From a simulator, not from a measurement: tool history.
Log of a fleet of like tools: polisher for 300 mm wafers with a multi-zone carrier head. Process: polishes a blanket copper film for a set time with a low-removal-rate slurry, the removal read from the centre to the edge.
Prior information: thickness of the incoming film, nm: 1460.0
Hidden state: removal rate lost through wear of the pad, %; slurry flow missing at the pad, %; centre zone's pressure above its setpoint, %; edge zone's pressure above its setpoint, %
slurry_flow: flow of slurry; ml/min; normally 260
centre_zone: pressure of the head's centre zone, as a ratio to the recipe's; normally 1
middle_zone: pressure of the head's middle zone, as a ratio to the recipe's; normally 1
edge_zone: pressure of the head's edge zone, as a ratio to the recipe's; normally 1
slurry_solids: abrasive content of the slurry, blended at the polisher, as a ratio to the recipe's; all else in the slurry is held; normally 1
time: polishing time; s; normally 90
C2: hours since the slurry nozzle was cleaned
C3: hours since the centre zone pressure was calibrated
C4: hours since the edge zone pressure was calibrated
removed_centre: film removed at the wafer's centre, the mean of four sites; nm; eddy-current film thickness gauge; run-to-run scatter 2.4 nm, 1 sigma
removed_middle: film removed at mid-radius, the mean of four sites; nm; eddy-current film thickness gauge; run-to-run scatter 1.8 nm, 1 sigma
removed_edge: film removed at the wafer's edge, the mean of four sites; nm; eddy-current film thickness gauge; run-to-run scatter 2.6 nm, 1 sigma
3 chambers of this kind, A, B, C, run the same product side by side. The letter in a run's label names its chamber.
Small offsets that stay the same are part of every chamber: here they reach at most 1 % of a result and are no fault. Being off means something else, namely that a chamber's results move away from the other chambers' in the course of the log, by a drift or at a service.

{"hour": 1.5, "done": "chamber B: worn pad replaced by a new one"}
{"run": "1B", "hour": 6.9, "slurry_flow": 260, "centre_zone": 1, "middle_zone": 1, "edge_zone": 1, "slurry_solids": 1, "time": 90, "wafers polished on this pad": 65, "C2": 685.6, "C3": 339.7, "C4": 237.4, "removed_centre": 221.77, "removed_middle": 220.95, "removed_edge": 218.4}
{"run": "2A", "hour": 10.5, "slurry_flow": 260, "centre_zone": 1, "middle_zone": 1, "edge_zone": 1, "slurry_solids": 1, "time": 90, "wafers polished on this pad": 401, "C2": 248.5, "C3": 635.1, "C4": 87.7, "removed_centre": 219.8, "removed_middle": 220.38, "removed_edge": 222.17}
{"run": "3C", "hour": 15.9, "slurry_flow": 260, "centre_zone": 1, "middle_zone": 1, "edge_zone": 1, "slurry_solids": 1, "time": 90, "wafers polished on this pad": 387, "C2": 452.4, "C3": 220.1, "C4": 253, "removed_centre": 222.83, "removed_middle": 219.97, "removed_edge": 221.03}
{"run": "4A", "hour": 20.5, "slurry_flow": 260, "centre_zone": 1, "middle_zone": 1, "edge_zone": 1, "slurry_solids": 1, "time": 90, "wafers polished on this pad": 522, "C2": 258.5, "C3": 645.1, "C4": 97.7, "removed_centre": 216.92, "removed_middle": 223.14, "removed_edge": 221.03}
{"hour": 26.3, "done": "chamber A: worn pad replaced by a new one"}
{"run": "5B", "hour": 27.8, "slurry_flow": 260, "centre_zone": 1, "middle_zone": 1, "edge_zone": 1, "slurry_solids": 1, "time": 90, "wafers polished on this pad": 317, "C2": 706.5, "C3": 360.6, "C4": 258.3, "removed_centre": 217.46, "removed_middle": 218.64, "removed_edge": 223.88}
{"run": "6C", "hour": 32.8, "slurry_flow": 260, "centre_zone": 1, "middle_zone": 1, "edge_zone": 1, "slurry_solids": 1, "time": 90, "wafers polished on this pad": 591, "C2": 469.3, "C3": 237, "C4": 269.9, "removed_centre": 219.74, "removed_middle": 220.54, "removed_edge": 217.27}
{"run": "7A", "hour": 39.6, "slurry_flow": 260, "centre_zone": 1, "middle_zone": 1, "edge_zone": 1, "slurry_solids": 1, "time": 90, "wafers polished on this pad": 160, "C2": 277.6, "C3": 664.2, "C4": 116.8, "removed_centre": 219.25, "removed_middle": 216.39, "removed_edge": 220.96}
{"hour": 42.4, "done": "chamber C: slurry nozzle cleaned"}
{"run": "8B", "hour": 44.3, "slurry_flow": 260, "centre_zone": 1, "middle_zone": 1, "edge_zone": 1, "slurry_solids": 1, "time": 90, "wafers polished on this pad": 516, "C2": 723, "C3": 377.1, "C4": 274.8, "removed_centre": 220.22, "removed_middle": 222.91, "removed_edge": 214.96}
{"run": "9C", "hour": 51.1, "slurry_flow": 260, "centre_zone": 1, "middle_zone": 1, "edge_zone": 1, "slurry_solids": 1, "time": 90, "wafers polished on this pad": 811, "C2": 8.7, "C3": 255.3, "C4": 288.2, "removed_centre": 217.03, "removed_middle": 219.19, "removed_edge": 220.26}
{"run": "10A", "hour": 57.6, "slurry_flow": 260, "centre_zone": 1, "middle_zone": 1, "edge_zone": 1, "slurry_solids": 1, "time": 90, "wafers polished on this pad": 377, "C2": 295.6, "C3": 682.2, "C4": 134.8, "removed_centre": 219.35, "removed_middle": 217.53, "removed_edge": 221.95}
{"run": "11C", "hour": 64.0, "slurry_flow": 260, "centre_zone": 1, "middle_zone": 1, "edge_zone": 1, "slurry_solids": 1, "time": 90, "wafers polished on this pad": 966, "C2": 21.6, "C3": 268.2, "C4": 301.1, "removed_centre": 217.89, "removed_middle": 219.71, "removed_edge": 218.13}
{"run": "12B", "hour": 70.7, "slurry_flow": 260, "centre_zone": 1, "middle_zone": 1, "edge_zone": 1, "slurry_solids": 1, "time": 90, "wafers polished on this pad": 834, "C2": 749.4, "C3": 403.5, "C4": 301.2, "removed_centre": 223.76, "removed_middle": 218.53, "removed_edge": 222.03}
{"hour": 73.2, "done": "chamber A: worn pad replaced by a new one"}
{"hour": 73.7, "done": "chamber C: worn pad replaced by a new one"}
{"run": "13C", "hour": 78.5, "slurry_flow": 260, "centre_zone": 1, "middle_zone": 1, "edge_zone": 1, "slurry_solids": 1, "time": 90, "wafers polished on this pad": 58, "C2": 36.1, "C3": 282.7, "C4": 315.6, "removed_centre": 223.66, "removed_middle": 221.19, "removed_edge": 219.57}
{"run": "14A", "hour": 84.5, "slurry_flow": 260, "centre_zone": 1, "middle_zone": 1, "edge_zone": 1, "slurry_solids": 1, "time": 90, "wafers polished on this pad": 136, "C2": 322.5, "C3": 709.1, "C4": 161.7, "removed_centre": 218.66, "removed_middle": 218.65, "removed_edge": 221.7}
{"run": "15B", "hour": 90.5, "slurry_flow": 260, "centre_zone": 1, "middle_zone": 1, "edge_zone": 1, "slurry_solids": 1, "time": 90, "wafers polished on this pad": 1072, "C2": 769.2, "C3": 423.3, "C4": 321, "removed_centre": 225.19, "removed_middle": 218.71, "removed_edge": 213.81}
{"hour": 95.3, "done": "chamber C: centre zone pressure recalibrated"}
{"run": "16C", "hour": 95.4, "slurry_flow": 260, "centre_zone": 1, "middle_zone": 1, "edge_zone": 1, "slurry_solids": 1, "time": 90, "wafers polished on this pad": 261, "C2": 53, "C3": 0.2, "C4": 332.5, "removed_centre": 215.65, "removed_middle": 218.96, "removed_edge": 217.66}
{"run": "17B", "hour": 103.2, "slurry_flow": 260, "centre_zone": 0.92, "middle_zone": 1, "edge_zone": 0.89, "slurry_solids": 1, "time": 90, "wafers polished on this pad": 1225, "C2": 781.9, "C3": 436, "C4": 333.7, "removed_centre": 204.59, "removed_middle": 218.41, "removed_edge": 206.18}
{"run": "18A", "hour": 108.8, "slurry_flow": 260, "centre_zone": 0.92, "middle_zone": 1, "edge_zone": 0.89, "slurry_solids": 1, "time": 90, "wafers polished on this pad": 429, "C2": 346.8, "C3": 733.4, "C4": 186, "removed_centre": 198.91, "removed_middle": 217.14, "removed_edge": 206.25}
{"hour": 110.5, "done": "chamber B: worn pad replaced by a new one"}
{"run": "19C", "hour": 115.1, "slurry_flow": 260, "centre_zone": 0.92, "middle_zone": 1, "edge_zone": 0.89, "slurry_solids": 1, "time": 90, "wafers polished on this pad": 499, "C2": 72.7, "C3": 19.9, "C4": 352.2, "removed_centre": 200.62, "removed_middle": 219.34, "removed_edge": 205.03}
{"run": "20B", "hour": 120.5, "slurry_flow": 260, "centre_zone": 1, "middle_zone": 1, "edge_zone": 1, "slurry_solids": 1, "time": 90, "wafers polished on this pad": 121, "C2": 799.2, "C3": 453.3, "C4": 351, "removed_centre": 225.02, "removed_middle": 220.03, "removed_edge": 223.6}
{"hour": 125.4, "done": "chamber A: worn pad replaced by a new one"}
{"run": "21A", "hour": 126.2, "slurry_flow": 260, "centre_zone": 1, "middle_zone": 1, "edge_zone": 1, "slurry_solids": 1, "time": 90, "wafers polished on this pad": 10, "C2": 364.2, "C3": 750.8, "C4": 203.4, "removed_centre": 218.73, "removed_middle": 222, "removed_edge": 219.53}
{"run": "22C", "hour": 131.4, "slurry_flow": 260, "centre_zone": 1, "middle_zone": 1, "edge_zone": 1, "slurry_solids": 1, "time": 90, "wafers polished on this pad": 695, "C2": 89, "C3": 36.2, "C4": 368.5, "removed_centre": 222.42, "removed_middle": 223, "removed_edge": 216.43}
{"run": "23B", "hour": 137.2, "slurry_flow": 260, "centre_zone": 1, "middle_zone": 1, "edge_zone": 1, "slurry_solids": 1, "time": 90, "wafers polished on this pad": 322, "C2": 815.9, "C3": 470, "C4": 367.7, "removed_centre": 227.21, "removed_middle": 221.66, "removed_edge": 218.02}
{"run": "24A", "hour": 144.5, "slurry_flow": 260, "centre_zone": 1, "middle_zone": 1, "edge_zone": 1, "slurry_solids": 1, "time": 90, "wafers polished on this pad": 230, "C2": 382.5, "C3": 769.1, "C4": 221.7, "removed_centre": 221.1, "removed_middle": 218.99, "removed_edge": 224.02}
{"hour": 148.9, "done": "chamber A: centre zone pressure recalibrated"}
{"run": "25C", "hour": 152.0, "slurry_flow": 260, "centre_zone": 1, "middle_zone": 1.09, "edge_zone": 1, "slurry_solids": 1, "time": 90, "wafers polished on this pad": 943, "C2": 109.6, "C3": 56.8, "C4": 389.1, "removed_centre": 219.47, "removed_middle": 239.01, "removed_edge": 218.28}
{"run": "26B", "hour": 156.5, "slurry_flow": 260, "centre_zone": 1, "middle_zone": 1.09, "edge_zone": 1, "slurry_solids": 1, "time": 90, "wafers polished on this pad": 555, "C2": 835.2, "C3": 489.3, "C4": 387, "removed_centre": 228.49, "removed_middle": 238.5, "removed_edge": 215.41}
{"run": "27A", "hour": 161.0, "slurry_flow": 260, "centre_zone": 1, "middle_zone": 1.09, "edge_zone": 1, "slurry_solids": 1, "time": 90, "wafers polished on this pad": 429, "C2": 399, "C3": 12.2, "C4": 238.2, "removed_centre": 219.64, "removed_middle": 240.03, "removed_edge": 219.09}
{"hour": 163.8, "done": "chamber C: edge zone pressure recalibrated"}
{"run": "28B", "hour": 166.1, "slurry_flow": 260, "centre_zone": 1, "middle_zone": 1, "edge_zone": 1, "slurry_solids": 1, "time": 90, "wafers polished on this pad": 670, "C2": 844.8, "C3": 498.9, "C4": 396.6, "removed_centre": 231.41, "removed_middle": 216.99, "removed_edge": 221.26}
{"hour": 167.9, "done": "chamber A: worn pad replaced by a new one"}
{"run": "29C", "hour": 172.1, "slurry_flow": 260, "centre_zone": 0.94, "middle_zone": 1.11, "edge_zone": 1, "slurry_solids": 1, "time": 90, "wafers polished on this pad": 1185, "C2": 129.7, "C3": 76.9, "C4": 8.4, "removed_centre": 207.66, "removed_middle": 242.42, "removed_edge": 217.75}
{"run": "30A", "hour": 176.0, "slurry_flow": 260, "centre_zone": 0.94, "middle_zone": 1.11, "edge_zone": 1, "slurry_solids": 1, "time": 90, "wafers polished on this pad": 98, "C2": 414, "C3": 27.2, "C4": 253.2, "removed_centre": 206.42, "removed_middle": 240.56, "removed_edge": 225.4}
{"run": "31B", "hour": 180.8, "slurry_flow": 260, "centre_zone": 0.94, "middle_zone": 1.11, "edge_zone": 1, "slurry_solids": 1, "time": 90, "wafers polished on this pad": 847, "C2": 859.5, "C3": 513.6, "C4": 411.3, "removed_centre": 213.39, "removed_middle": 243.83, "removed_edge": 223.33}
{"hour": 186.3, "done": "chamber C: worn pad replaced by a new one"}
{"run": "32A", "hour": 187.8, "slurry_flow": 260, "centre_zone": 1, "middle_zone": 1, "edge_zone": 1, "slurry_solids": 1, "time": 90, "wafers polished on this pad": 240, "C2": 425.8, "C3": 39, "C4": 265, "removed_centre": 216.44, "removed_middle": 220.64, "removed_edge": 223.98}
{"run": "33C", "hour": 192.6, "slurry_flow": 260, "centre_zone": 1, "middle_zone": 1, "edge_zone": 1, "slurry_solids": 1, "time": 90, "wafers polished on this pad": 76, "C2": 150.2, "C3": 97.4, "C4": 28.9, "removed_centre": 221.79, "removed_middle": 218.52, "removed_edge": 218.34}
{"run": "34C", "hour": 198.3, "slurry_flow": 260, "centre_zone": 1, "middle_zone": 1, "edge_zone": 1, "slurry_solids": 1, "time": 90, "wafers polished on this pad": 145, "C2": 155.9, "C3": 103.1, "C4": 34.6, "removed_centre": 215.05, "removed_middle": 220.12, "removed_edge": 220.52}
{"run": "35A", "hour": 201.9, "slurry_flow": 260, "centre_zone": 1, "middle_zone": 1, "edge_zone": 1, "slurry_solids": 1, "time": 90, "wafers polished on this pad": 410, "C2": 439.9, "C3": 53.1, "C4": 279.1, "removed_centre": 215.56, "removed_middle": 219.43, "removed_edge": 221.07}
{"run": "36B", "hour": 209.1, "slurry_flow": 260, "centre_zone": 1, "middle_zone": 1, "edge_zone": 1, "slurry_solids": 1, "time": 90, "wafers polished on this pad": 1188, "C2": 887.8, "C3": 541.9, "C4": 439.6, "removed_centre": 231.19, "removed_middle": 219.21, "removed_edge": 218.8}
{"hour": 212.6, "done": "chamber B: worn pad replaced by a new one"}
{"run": "37B", "hour": 212.7, "slurry_flow": 260, "centre_zone": 1, "middle_zone": 1, "edge_zone": 1, "slurry_solids": 1, "time": 90, "wafers polished on this pad": 1, "C2": 891.4, "C3": 545.5, "C4": 443.2, "removed_centre": 237.33, "removed_middle": 223.11, "removed_edge": 222.69}
{"hour": 214.6, "done": "chamber A: worn pad replaced by a new one"}
{"run": "38A", "hour": 216.1, "slurry_flow": 260, "centre_zone": 1, "middle_zone": 1, "edge_zone": 1, "slurry_solids": 1, "time": 90, "wafers polished on this pad": 19, "C2": 454.1, "C3": 67.3, "C4": 293.3, "removed_centre": 216.85, "removed_middle": 222.21, "removed_edge": 220.73}
{"hour": 222.0, "done": "chamber A: slurry nozzle cleaned"}
{"run": "39C", "hour": 223.3, "slurry_flow": 260, "centre_zone": 1, "middle_zone": 1, "edge_zone": 1, "slurry_solids": 1, "time": 90, "wafers polished on this pad": 446, "C2": 180.9, "C3": 128.1, "C4": 59.6, "removed_centre": 218.64, "removed_middle": 220.68, "removed_edge": 223.79}
{"run": "40C", "hour": 227.2, "slurry_flow": 260, "centre_zone": 1, "middle_zone": 1, "edge_zone": 1, "slurry_solids": 1, "time": 90, "wafers polished on this pad": 493, "C2": 184.8, "C3": 132, "C4": 63.5, "removed_centre": 216.87, "removed_middle": 219.92, "removed_edge": 220.48}
{"run": "41A", "hour": 231.2, "slurry_flow": 260, "centre_zone": 1, "middle_zone": 1, "edge_zone": 1, "slurry_solids": 1, "time": 90, "wafers polished on this pad": 201, "C2": 9.3, "C3": 82.4, "C4": 308.4, "removed_centre": 219.49, "removed_middle": 223.38, "removed_edge": 218.96}
{"run": "42B", "hour": 235.5, "slurry_flow": 260, "centre_zone": 1, "middle_zone": 1, "edge_zone": 1, "slurry_solids": 1, "time": 90, "wafers polished on this pad": 276, "C2": 914.2, "C3": 568.3, "C4": 466, "removed_centre": 233.12, "removed_middle": 218.41, "removed_edge": 218.78}
{"run": "43B", "hour": 239.5, "slurry_flow": 260, "centre_zone": 1, "middle_zone": 1, "edge_zone": 1, "slurry_solids": 1, "time": 90, "wafers polished on this pad": 324, "C2": 918.2, "C3": 572.3, "C4": 470, "removed_centre": 237.1, "removed_middle": 218.23, "removed_edge": 216.49}
{"run": "44C", "hour": 244.9, "slurry_flow": 260, "centre_zone": 1, "middle_zone": 1, "edge_zone": 1, "slurry_solids": 1, "time": 90, "wafers polished on this pad": 706, "C2": 202.5, "C3": 149.7, "C4": 81.2, "removed_centre": 220.81, "removed_middle": 220.43, "removed_edge": 214.04}

For the next run the whole fleet of 3 chambers uses the same settings. Give each chamber's results:
{"run": "45A", "hour": 250.6, "slurry_flow": 325, "centre_zone": 1, "middle_zone": 1, "edge_zone": 1, "slurry_solids": 1, "time": 90, "removed_centre": "?", "removed_middle": "?", "removed_edge": "?"}
{"run": "45B", "hour": 250.6, "slurry_flow": 325, "centre_zone": 1, "middle_zone": 1, "edge_zone": 1, "slurry_solids": 1, "time": 90, "removed_centre": "?", "removed_middle": "?", "removed_edge": "?"}
{"run": "45C", "hour": 250.6, "slurry_flow": 325, "centre_zone": 1, "middle_zone": 1, "edge_zone": 1, "slurry_solids": 1, "time": 90, "removed_centre": "?", "removed_middle": "?", "removed_edge": "?"}

run=45A removed_centre=221.73 removed_middle=225.61 removed_edge=223.96
run=45B removed_centre=247.41 removed_middle=221.56 removed_edge=221.5
run=45C removed_centre=230 removed_middle=228.37 removed_edge=223.2
